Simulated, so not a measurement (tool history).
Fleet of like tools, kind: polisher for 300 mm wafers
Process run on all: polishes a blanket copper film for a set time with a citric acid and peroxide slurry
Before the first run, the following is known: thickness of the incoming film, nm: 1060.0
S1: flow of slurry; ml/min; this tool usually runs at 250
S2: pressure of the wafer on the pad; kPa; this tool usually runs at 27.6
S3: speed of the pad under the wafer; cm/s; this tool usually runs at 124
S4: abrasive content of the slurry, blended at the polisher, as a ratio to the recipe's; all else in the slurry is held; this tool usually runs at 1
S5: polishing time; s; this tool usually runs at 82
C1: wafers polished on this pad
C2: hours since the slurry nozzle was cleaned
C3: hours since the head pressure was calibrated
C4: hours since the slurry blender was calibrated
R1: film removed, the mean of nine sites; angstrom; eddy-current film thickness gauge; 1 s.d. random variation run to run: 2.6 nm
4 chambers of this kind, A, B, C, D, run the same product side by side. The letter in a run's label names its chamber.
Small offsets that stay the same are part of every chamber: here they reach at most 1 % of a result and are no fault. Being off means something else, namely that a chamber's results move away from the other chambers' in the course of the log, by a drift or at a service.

run	hour	S1	S2	S3	S4	S5	C1	C2	C3	C4	R1
# hour 1.2: chamber D: head pressure recalibrated
1B	7.7	250	27.6	124	1	82	926	140.1	400.8	241.4	2630.6
2D	11.8	250	27.6	124	1	82	747	402.9	10.6	111.6	2607.1
# hour 13.4: chamber B: slurry blender recalibrated
3A	18.9	250	27.6	124	1	82	883	206.8	209.7	18.9	2630.4
# hour 20.5: chamber C: worn pad replaced by a new one
4C	23.9	250	27.6	124	1	82	29	491.1	45.5	98.6	2618.3
# hour 30.8: chamber D: worn pad replaced by a new one
5D	31	185	27.6	124	1	82	2	422.1	29.8	130.8	2519.6
6C	37.9	185	27.6	124	1	82	151	505.1	59.5	112.6	2524.1
# hour 39.7: chamber C: slurry nozzle cleaned
7A	43.5	185	27.6	124	1	82	1096	231.4	234.3	43.5	2541.3
8B	49.5	185	27.6	124	1	82	1289	181.9	442.6	36.1	2544
9C	57.8	250	27.6	124	1	82	323	18.2	79.4	132.5	2626.8
10B	62.5	250	27.6	124	1	82	1402	194.9	455.6	49.1	2624.5
11A	71.2	250	27.6	124	1.25	94	1337	259.1	262	71.2	3160.3
12D	75.1	250	27.6	124	1.25	94	385	466.2	73.9	174.9	3125.1
# hour 77.1: chamber B: worn pad replaced by a new one
# hour 79.7: chamber A: worn pad replaced by a new one
13A	82.5	250	27.6	124	1.25	94	24	270.4	273.3	82.5	3127.3
14C	86.4	250	27.6	124	1.25	94	572	46.8	108	161.1	3088.8
15D	91.9	250	27.6	124	1	82	530	483	90.7	191.7	2619.9
# hour 95.5: chamber B: slurry nozzle cleaned
16B	96.4	250	27.6	124	1	82	168	1	489.5	83	2643.6
17B	104.2	250	27.6	124	1	82	235	8.8	497.3	90.8	2627.2
# hour 105.8: chamber C: slurry blender recalibrated
18A	110.8	250	27.6	124	1	82	270	298.7	301.6	110.8	2624.6
19C	116.7	250	27.6	124	1	82	835	77.1	138.3	10.9	2610.7
# hour 120.2: chamber D: slurry blender recalibrated
20D	120.9	250	27.6	124	1	82	782	512	119.7	0.7	2600.7
21C	125.1	250	27.6	124	1	82	908	85.5	146.7	19.3	2620.8
22B	131.1	250	27.6	124	1	82	469	35.7	524.2	117.7	2615.8
23D	139.7	250	27.6	124	1	82	945	530.8	138.5	19.5	2651.1
24A	145.4	250	27.6	124	1	82	570	333.3	336.2	145.4	2578
# hour 149.3: chamber C: worn pad replaced by a new one
# hour 152.1: chamber D: worn pad replaced by a new one
25C	153	250	27.6	124	1	82	32	113.4	174.6	47.2	2615.1
26B	161.3	250	27.6	124	1	82	731	65.9	554.4	147.9	2621.7
27D	168.9	200	31	124	1	82	146	560	167.7	48.7	2892.1
28A	174.7	200	31	124	1	82	824	362.6	365.5	174.7	2886.9
29B	179	200	31	124	1	82	885	83.6	572.1	165.6	2855.3
30D	184	200	31	124	1	82	277	575.1	182.8	63.8	2859.1
31A	190.6	250	27.6	124	1	82	962	378.5	381.4	190.6	2591.9
32C	199.4	250	27.6	124	1	82	435	159.8	221	93.6	2650.9
33C	206.6	250	27.6	124	1	82	498	167	228.2	100.8	2661.5
34A	210.6	250	27.6	124	1	82	1136	398.5	401.4	210.6	2589.2
35B	219	250	27.6	124	1	82	1232	123.6	612.1	205.6	2551.7
# hour 220.7: chamber A: worn pad replaced by a new one
36D	224.2	250	27.6	124	1	82	626	615.3	223	104	2606.1
# hour 225.5: chamber B: head pressure recalibrated
37A	231.3	250	27.6	140	1	82	92	419.2	422.1	231.3	2968
38B	237.9	250	27.6	140	1	82	1396	142.5	12.4	224.5	2917.9
39C	245.4	250	27.6	140	1	82	834	205.8	267	139.6	2891.3
40D	253.6	250	27.6	140	1	82	881	644.7	252.4	133.4	2909.3

Is one chamber out of step, is the gauge drifting, or do the chambers differ by no more than their own small offsets? For an off chamber, give its letter and the likeliest cause.

All chambers stay in line apart from their small fixed offsets, and the gauge does not drift.
